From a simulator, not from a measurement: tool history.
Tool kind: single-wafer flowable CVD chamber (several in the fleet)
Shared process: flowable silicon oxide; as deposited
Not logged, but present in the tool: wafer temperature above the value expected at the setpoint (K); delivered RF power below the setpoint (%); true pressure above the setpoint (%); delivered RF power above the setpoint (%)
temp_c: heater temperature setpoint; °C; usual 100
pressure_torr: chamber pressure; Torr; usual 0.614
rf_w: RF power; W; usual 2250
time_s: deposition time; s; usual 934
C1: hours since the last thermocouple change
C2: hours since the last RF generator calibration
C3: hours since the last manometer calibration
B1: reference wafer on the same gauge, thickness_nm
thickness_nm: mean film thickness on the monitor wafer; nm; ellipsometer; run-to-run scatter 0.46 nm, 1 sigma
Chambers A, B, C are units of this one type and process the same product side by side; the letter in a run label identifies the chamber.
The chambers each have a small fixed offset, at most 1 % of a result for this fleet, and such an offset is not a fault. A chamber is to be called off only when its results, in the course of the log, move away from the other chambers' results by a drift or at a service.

run 1A hour=3.1 | temp_c=100 pressure_torr=0.614 rf_w=2250 time_s=934 | C1=212.8 C2=323.5 C3=845.6 | B1=335.21 | thickness_nm=409.18
run 2C hour=6.3 | temp_c=100 pressure_torr=0.614 rf_w=2250 time_s=934 | C1=528.9 C2=1128.3 C3=2352.5 | B1=335.02 | thickness_nm=405.23
run 3B hour=8.7 | temp_c=100 pressure_torr=0.614 rf_w=2250 time_s=934 | C1=1323.2 C2=1790.5 C3=666.5 | B1=335.25 | thickness_nm=405.65
run 4C hour=13.1 | temp_c=100 pressure_torr=0.614 rf_w=2250 time_s=934 | C1=535.7 C2=1135.1 C3=2359.3 | B1=335.22 | thickness_nm=405.03
run 5B hour=15.5 | temp_c=100 pressure_torr=0.614 rf_w=2250 time_s=934 | C1=1330 C2=1797.3 C3=673.3 | B1=335.26 | thickness_nm=405.71
run 6A hour=19 | temp_c=100 pressure_torr=0.614 rf_w=2250 time_s=934 | C1=228.7 C2=339.4 C3=861.5 | B1=335.42 | thickness_nm=409.68
run 7B hour=23.1 | temp_c=100 pressure_torr=0.614 rf_w=2250 time_s=934 | C1=1337.6 C2=1804.9 C3=680.9 | B1=335.42 | thickness_nm=405.96
run 8C hour=26.9 | temp_c=100 pressure_torr=0.614 rf_w=2250 time_s=934 | C1=549.5 C2=1148.9 C3=2373.1 | B1=335.51 | thickness_nm=405.12
run 9A hour=29.9 | temp_c=100 pressure_torr=0.614 rf_w=2250 time_s=934 | C1=239.6 C2=350.3 C3=872.4 | B1=335.43 | thickness_nm=410.5
run 10C hour=34.9 | temp_c=100 pressure_torr=0.614 rf_w=2250 time_s=934 | C1=557.5 C2=1156.9 C3=2381.1 | B1=335.7 | thickness_nm=405.64
run 11A hour=39.2 | temp_c=100 pressure_torr=0.614 rf_w=2250 time_s=934 | C1=248.9 C2=359.6 C3=881.7 | B1=335.61 | thickness_nm=408.99
run 12B hour=43.2 | temp_c=100 pressure_torr=0.614 rf_w=2250 time_s=934 | C1=1357.7 C2=1825 C3=701 | B1=335.73 | thickness_nm=406.62
run 13B hour=47.4 | temp_c=100 pressure_torr=0.614 rf_w=2250 time_s=934 | C1=1361.9 C2=1829.2 C3=705.2 | B1=335.72 | thickness_nm=406.75
run 14A hour=50.1 | temp_c=100 pressure_torr=0.614 rf_w=2250 time_s=934 | C1=259.8 C2=370.5 C3=892.6 | B1=335.77 | thickness_nm=410.53
run 15C hour=52.5 | temp_c=100 pressure_torr=0.614 rf_w=2250 time_s=934 | C1=575.1 C2=1174.5 C3=2398.7 | B1=335.89 | thickness_nm=405.39
run 16B hour=55.7 | temp_c=100 pressure_torr=0.614 rf_w=2250 time_s=934 | C1=1370.2 C2=1837.5 C3=713.5 | B1=335.95 | thickness_nm=406.85
run 17A hour=58.9 | temp_c=100 pressure_torr=0.614 rf_w=2250 time_s=934 | C1=268.6 C2=379.3 C3=901.4 | B1=335.83 | thickness_nm=409.74
run 18C hour=63 | temp_c=100 pressure_torr=0.614 rf_w=2250 time_s=934 | C1=585.6 C2=1185 C3=2409.2 | B1=336.09 | thickness_nm=405.75
run 19C hour=65.7 | temp_c=100 pressure_torr=0.614 rf_w=2250 time_s=934 | C1=588.3 C2=1187.7 C3=2411.9 | B1=336.24 | thickness_nm=406.01
run 20A hour=69.4 | temp_c=100 pressure_torr=0.614 rf_w=2250 time_s=934 | C1=279.1 C2=389.8 C3=911.9 | B1=336.17 | thickness_nm=410.19
run 21B hour=73.1 | temp_c=100 pressure_torr=0.614 rf_w=2250 time_s=787 | C1=1387.6 C2=1854.9 C3=730.9 | B1=336.3 | thickness_nm=343.32
run 22A hour=77.9 | temp_c=100 pressure_torr=0.614 rf_w=2250 time_s=787 | C1=287.6 C2=398.3 C3=920.4 | B1=336.28 | thickness_nm=346.22
run 23B hour=81.3 | temp_c=100 pressure_torr=0.614 rf_w=2250 time_s=787 | C1=1395.8 C2=1863.1 C3=739.1 | B1=336.26 | thickness_nm=343.14
run 24C hour=84.3 | temp_c=100 pressure_torr=0.614 rf_w=2250 time_s=934 | C1=606.9 C2=1206.3 C3=2430.5 | B1=336.41 | thickness_nm=406.47
run 25C hour=87.1 | temp_c=100 pressure_torr=0.614 rf_w=2250 time_s=934 | C1=609.7 C2=1209.1 C3=2433.3 | B1=336.43 | thickness_nm=406.74
run 26A hour=90.5 | temp_c=100 pressure_torr=0.614 rf_w=2250 time_s=934 | C1=300.2 C2=410.9 C3=933 | B1=336.43 | thickness_nm=410.37

Which is it: a chamber that has drifted or been left off by a service, a gauge drift common to all chambers, or only each chamber's usual small offset? If a chamber is off, name it and its likeliest cause.

None of the chambers is off. What moves is the gauge, dragging all their readings along together.
Most likely cause: gauge reads high (%) = 0.474.
